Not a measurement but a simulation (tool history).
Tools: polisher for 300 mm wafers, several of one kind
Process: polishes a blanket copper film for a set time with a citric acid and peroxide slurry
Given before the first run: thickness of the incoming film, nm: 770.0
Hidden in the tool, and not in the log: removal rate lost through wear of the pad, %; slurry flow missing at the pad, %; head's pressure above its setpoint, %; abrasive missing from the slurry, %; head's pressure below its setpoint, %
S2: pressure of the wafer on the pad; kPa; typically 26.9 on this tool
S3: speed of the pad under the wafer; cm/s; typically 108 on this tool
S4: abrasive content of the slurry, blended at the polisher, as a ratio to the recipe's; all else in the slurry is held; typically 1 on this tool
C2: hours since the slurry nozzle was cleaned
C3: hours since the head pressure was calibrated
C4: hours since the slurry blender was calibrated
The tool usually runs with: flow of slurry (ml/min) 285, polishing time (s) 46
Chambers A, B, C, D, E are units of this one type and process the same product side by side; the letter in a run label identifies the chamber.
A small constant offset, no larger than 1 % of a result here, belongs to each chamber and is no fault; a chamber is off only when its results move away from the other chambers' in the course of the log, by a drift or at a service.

-- hour=1.0 chamber A: worn pad replaced by a new one
run 1C hour=5.9 | flow_of_slurry_(ml/min)=285 S2=26.9 S3=108 S4=1 polishing_time_(s)=46 | wafers_polished_on_this_pad=310 C2=54.4 C3=97.1 C4=206.5 | film_removed_(angstrom)=1553.2
run 2B hour=12.5 | flow_of_slurry_(ml/min)=285 S2=26.9 S3=108 S4=1 polishing_time_(s)=46 | wafers_polished_on_this_pad=657 C2=518.0 C3=822.8 C4=20.1 | film_removed_(angstrom)=1542.0
run 3D hour=16.3 | flow_of_slurry_(ml/min)=285 S2=26.9 S3=108 S4=1 polishing_time_(s)=46 | wafers_polished_on_this_pad=698 C2=68.8 C3=638.6 C4=46.3 | film_removed_(angstrom)=1571.3
-- hour=20.1 chamber B: worn pad replaced by a new one
run 4A hour=21.1 | flow_of_slurry_(ml/min)=285 S2=26.9 S3=108 S4=1 polishing_time_(s)=46 | wafers_polished_on_this_pad=153 C2=192.7 C3=87.3 C4=148.4 | film_removed_(angstrom)=1551.7
run 5E hour=29.8 | flow_of_slurry_(ml/min)=285 S2=26.9 S3=108 S4=1 polishing_time_(s)=46 | wafers_polished_on_this_pad=1303 C2=652.9 C3=258.5 C4=60.6 | film_removed_(angstrom)=1581.0
-- hour=33.9 chamber D: worn pad replaced by a new one
-- hour=37.5 chamber B: head pressure recalibrated
run 6D hour=37.7 | flow_of_slurry_(ml/min)=285 S2=26.9 S3=108 S4=1 polishing_time_(s)=46 | wafers_polished_on_this_pad=29 C2=90.2 C3=660.0 C4=67.7 | film_removed_(angstrom)=1581.2
run 7B hour=46.0 | flow_of_slurry_(ml/min)=285 S2=26.9 S3=108 S4=1 polishing_time_(s)=46 | wafers_polished_on_this_pad=198 C2=551.5 C3=8.6 C4=53.6 | film_removed_(angstrom)=1565.5
run 8E hour=52.7 | flow_of_slurry_(ml/min)=285 S2=26.9 S3=108 S4=1 polishing_time_(s)=46 | wafers_polished_on_this_pad=1478 C2=675.8 C3=281.4 C4=83.5 | film_removed_(angstrom)=1563.4
run 9C hour=57.8 | flow_of_slurry_(ml/min)=285 S2=26.9 S3=108 S4=1 polishing_time_(s)=46 | wafers_polished_on_this_pad=707 C2=106.3 C3=149.0 C4=258.4 | film_removed_(angstrom)=1559.4
run 10A hour=61.9 | flow_of_slurry_(ml/min)=285 S2=26.9 S3=108 S4=1 polishing_time_(s)=46 | wafers_polished_on_this_pad=465 C2=233.5 C3=128.1 C4=189.2 | film_removed_(angstrom)=1562.9
-- hour=66.5 chamber E: worn pad replaced by a new one
run 11E hour=67.8 | flow_of_slurry_(ml/min)=285 S2=26.9 S3=108 S4=1 polishing_time_(s)=46 | wafers_polished_on_this_pad=10 C2=690.9 C3=296.5 C4=98.6 | film_removed_(angstrom)=1558.5
-- hour=71.4 chamber E: slurry nozzle cleaned
run 12A hour=76.3 | flow_of_slurry_(ml/min)=285 S2=26.9 S3=108 S4=1 polishing_time_(s)=46 | wafers_polished_on_this_pad=575 C2=247.9 C3=142.5 C4=203.6 | film_removed_(angstrom)=1561.1
-- hour=77.9 chamber A: worn pad replaced by a new one
run 13B hour=82.9 | flow_of_slurry_(ml/min)=285 S2=26.9 S3=108 S4=1 polishing_time_(s)=46 | wafers_polished_on_this_pad=480 C2=588.4 C3=45.5 C4=90.5 | film_removed_(angstrom)=1539.5
run 14C hour=88.9 | flow_of_slurry_(ml/min)=285 S2=26.9 S3=108 S4=1 polishing_time_(s)=46 | wafers_polished_on_this_pad=944 C2=137.4 C3=180.1 C4=289.5 | film_removed_(angstrom)=1555.5
run 15D hour=93.0 | flow_of_slurry_(ml/min)=285 S2=26.9 S3=108 S4=1 polishing_time_(s)=46 | wafers_polished_on_this_pad=452 C2=145.5 C3=715.3 C4=123.0 | film_removed_(angstrom)=1582.5
run 16D hour=98.4 | flow_of_slurry_(ml/min)=285 S2=20.0 S3=108 S4=1 polishing_time_(s)=46 | wafers_polished_on_this_pad=493 C2=150.9 C3=720.7 C4=128.4 | film_removed_(angstrom)=1154.3
run 17C hour=102.8 | flow_of_slurry_(ml/min)=285 S2=20.0 S3=108 S4=1 polishing_time_(s)=46 | wafers_polished_on_this_pad=1051 C2=151.3 C3=194.0 C4=303.4 | film_removed_(angstrom)=1151.1
run 18B hour=106.9 | flow_of_slurry_(ml/min)=285 S2=20.0 S3=108 S4=1 polishing_time_(s)=46 | wafers_polished_on_this_pad=663 C2=612.4 C3=69.5 C4=114.5 | film_removed_(angstrom)=1157.3
run 19A hour=112.3 | flow_of_slurry_(ml/min)=285 S2=20.0 S3=108 S4=1 polishing_time_(s)=46 | wafers_polished_on_this_pad=263 C2=283.9 C3=178.5 C4=239.6 | film_removed_(angstrom)=1175.6
run 20E hour=118.7 | flow_of_slurry_(ml/min)=285 S2=20.0 S3=108 S4=1 polishing_time_(s)=46 | wafers_polished_on_this_pad=399 C2=47.3 C3=347.4 C4=149.5 | film_removed_(angstrom)=1162.9
run 21C hour=122.7 | flow_of_slurry_(ml/min)=285 S2=26.9 S3=108 S4=1 polishing_time_(s)=46 | wafers_polished_on_this_pad=1203 C2=171.2 C3=213.9 C4=323.3 | film_removed_(angstrom)=1556.4
run 22D hour=128.5 | flow_of_slurry_(ml/min)=285 S2=26.9 S3=108 S4=1 polishing_time_(s)=46 | wafers_polished_on_this_pad=723 C2=181.0 C3=750.8 C4=158.5 | film_removed_(angstrom)=1557.3
-- hour=128.8 chamber B: worn pad replaced by a new one
-- hour=131.0 chamber C: slurry blender recalibrated
run 23B hour=135.6 | flow_of_slurry_(ml/min)=285 S2=26.9 S3=108 S4=1 polishing_time_(s)=46 | wafers_polished_on_this_pad=52 C2=641.1 C3=98.2 C4=143.2 | film_removed_(angstrom)=1564.6
-- hour=140.8 chamber D: worn pad replaced by a new one
run 24A hour=142.3 | flow_of_slurry_(ml/min)=285 S2=26.9 S3=108 S4=1 polishing_time_(s)=46 | wafers_polished_on_this_pad=493 C2=313.9 C3=208.5 C4=269.6 | film_removed_(angstrom)=1539.5
-- hour=143.2 chamber A: slurry nozzle cleaned
-- hour=146.6 chamber D: head pressure recalibrated
run 25E hour=147.1 | flow_of_slurry_(ml/min)=285 S2=26.9 S3=108 S4=1 polishing_time_(s)=46 | wafers_polished_on_this_pad=616 C2=75.7 C3=375.8 C4=177.9 | film_removed_(angstrom)=1532.2
run 26A hour=155.1 | flow_of_slurry_(ml/min)=285 S2=26.9 S3=108 S4=1 polishing_time_(s)=46 | wafers_polished_on_this_pad=590 C2=12.0 C3=221.3 C4=282.4 | film_removed_(angstrom)=1545.5
-- hour=160.2 chamber A: worn pad replaced by a new one
run 27D hour=160.5 | flow_of_slurry_(ml/min)=285 S2=26.9 S3=108 S4=1 polishing_time_(s)=46 | wafers_polished_on_this_pad=151 C2=213.0 C3=14.0 C4=190.5 | film_removed_(angstrom)=1666.5
run 28B hour=167.1 | flow_of_slurry_(ml/min)=285 S2=26.9 S3=108 S4=1 polishing_time_(s)=46 | wafers_polished_on_this_pad=292 C2=672.6 C3=129.7 C4=174.7 | film_removed_(angstrom)=1560.5
run 29E hour=172.3 | flow_of_slurry_(ml/min)=285 S2=26.9 S3=108 S4=1 polishing_time_(s)=46 | wafers_polished_on_this_pad=809 C2=100.9 C3=401.0 C4=203.1 | film_removed_(angstrom)=1543.0
-- hour=175.8 chamber C: slurry nozzle cleaned
-- hour=177.5 chamber D: slurry blender recalibrated
-- hour=178.1 chamber A: slurry blender recalibrated
run 30C hour=178.8 | flow_of_slurry_(ml/min)=285 S2=26.9 S3=108 S4=1 polishing_time_(s)=46 | wafers_polished_on_this_pad=1632 C2=3.1 C3=270.0 C4=47.8 | film_removed_(angstrom)=1550.8
-- hour=181.4 chamber C: worn pad replaced by a new one
run 31D hour=182.9 | flow_of_slurry_(ml/min)=285 S2=26.9 S3=108 S4=1 polishing_time_(s)=46 | wafers_polished_on_this_pad=322 C2=235.4 C3=36.4 C4=5.5 | film_removed_(angstrom)=1673.6
run 32C hour=190.7 | flow_of_slurry_(ml/min)=285 S2=26.9 S3=108 S4=1 polishing_time_(s)=46 | wafers_polished_on_this_pad=71 C2=15.0 C3=281.9 C4=59.7 | film_removed_(angstrom)=1560.7
run 33A hour=196.9 | flow_of_slurry_(ml/min)=285 S2=26.9 S3=108 S4=1 polishing_time_(s)=46 | wafers_polished_on_this_pad=281 C2=53.8 C3=263.1 C4=18.8 | film_removed_(angstrom)=1547.1
run 34E hour=203.2 | flow_of_slurry_(ml/min)=285 S2=26.9 S3=108 S4=1 polishing_time_(s)=46 | wafers_polished_on_this_pad=1045 C2=131.8 C3=431.9 C4=234.0 | film_removed_(angstrom)=1549.1
run 35B hour=211.0 | flow_of_slurry_(ml/min)=285 S2=26.9 S3=108 S4=1 polishing_time_(s)=46 | wafers_polished_on_this_pad=628 C2=716.5 C3=173.6 C4=218.6 | film_removed_(angstrom)=1553.6
run 36D hour=215.4 | flow_of_slurry_(ml/min)=285 S2=26.9 S3=108 S4=1 polishing_time_(s)=46 | wafers_polished_on_this_pad=571 C2=267.9 C3=68.9 C4=38.0 | film_removed_(angstrom)=1693.3
-- hour=221.6 chamber B: worn pad replaced by a new one
run 37E hour=223.3 | flow_of_slurry_(ml/min)=285 S2=26.9 S3=108 S4=1 polishing_time_(s)=46 | wafers_polished_on_this_pad=1199 C2=151.9 C3=452.0 C4=254.1 | film_removed_(angstrom)=1546.6
run 38A hour=231.1 | flow_of_slurry_(ml/min)=285 S2=26.9 S3=108 S4=1 polishing_time_(s)=46 | wafers_polished_on_this_pad=542 C2=88.0 C3=297.3 C4=53.0 | film_removed_(angstrom)=1552.1
run 39C hour=238.2 | flow_of_slurry_(ml/min)=245 S2=26.9 S3=108 S4=1 polishing_time_(s)=46 | wafers_polished_on_this_pad=434 C2=62.5 C3=329.4 C4=107.2 | film_removed_(angstrom)=1544.9
run 40B hour=243.0 | flow_of_slurry_(ml/min)=245 S2=26.9 S3=108 S4=1 polishing_time_(s)=46 | wafers_polished_on_this_pad=163 C2=748.5 C3=205.6 C4=250.6 | film_removed_(angstrom)=1521.2
run 41E hour=247.8 | flow_of_slurry_(ml/min)=245 S2=26.9 S3=108 S4=1 polishing_time_(s)=46 | wafers_polished_on_this_pad=1386 C2=176.4 C3=476.5 C4=278.6 | film_removed_(angstrom)=1531.8
run 42B hour=253.9 | flow_of_slurry_(ml/min)=245 S2=26.9 S3=108 S4=1 polishing_time_(s)=46 | wafers_polished_on_this_pad=247 C2=759.4 C3=216.5 C4=261.5 | film_removed_(angstrom)=1525.0

One chamber off, gauge drift, or nothing amiss beyond the chambers' own small offsets? If it is a chamber, which one, and what is the likeliest cause?

After it was serviced, chamber D no longer matches the other chambers.
Likeliest cause: head's pressure above its setpoint, % = 7.22.

Chamber D could run next with any of the 4 candidate recipes listed below; each alters the usual settings, and their results appear as question marks. Which one brings its results back in line with what the other chambers deliver on the usual settings?
In line means no further than this from the other chambers' mean on the usual settings: film removed (angstrom) 37.0
run 43D-1 hour=260.2 | flow_of_slurry_(ml/min)=285 S2=24.8 S3=108 S4=1.00 polishing_time_(s)=46 | film_removed_(angstrom)=?
run 43D-2 hour=260.2 | flow_of_slurry_(ml/min)=285 S2=26.9 S3=106 S4=1.00 polishing_time_(s)=45 | film_removed_(angstrom)=?
run 43D-3 hour=260.2 | flow_of_slurry_(ml/min)=285 S2=26.9 S3=108 S4=1.15 polishing_time_(s)=46 | film_removed_(angstrom)=?
run 43D-4 hour=260.2 | flow_of_slurry_(ml/min)=285 S2=27.6 S3=112 S4=1.00 polishing_time_(s)=47 | film_removed_(angstrom)=?

The other chambers' mean on the usual settings: film removed (angstrom) 1552.6
run=43D-1 film_removed_(angstrom)=1544.2
run=43D-2 film_removed_(angstrom)=1606.1
run=43D-3 film_removed_(angstrom)=1723.3
run=43D-4 film_removed_(angstrom)=1817.7
The right change is 43D-1: it brings the chamber back within the allowed miss of the others.

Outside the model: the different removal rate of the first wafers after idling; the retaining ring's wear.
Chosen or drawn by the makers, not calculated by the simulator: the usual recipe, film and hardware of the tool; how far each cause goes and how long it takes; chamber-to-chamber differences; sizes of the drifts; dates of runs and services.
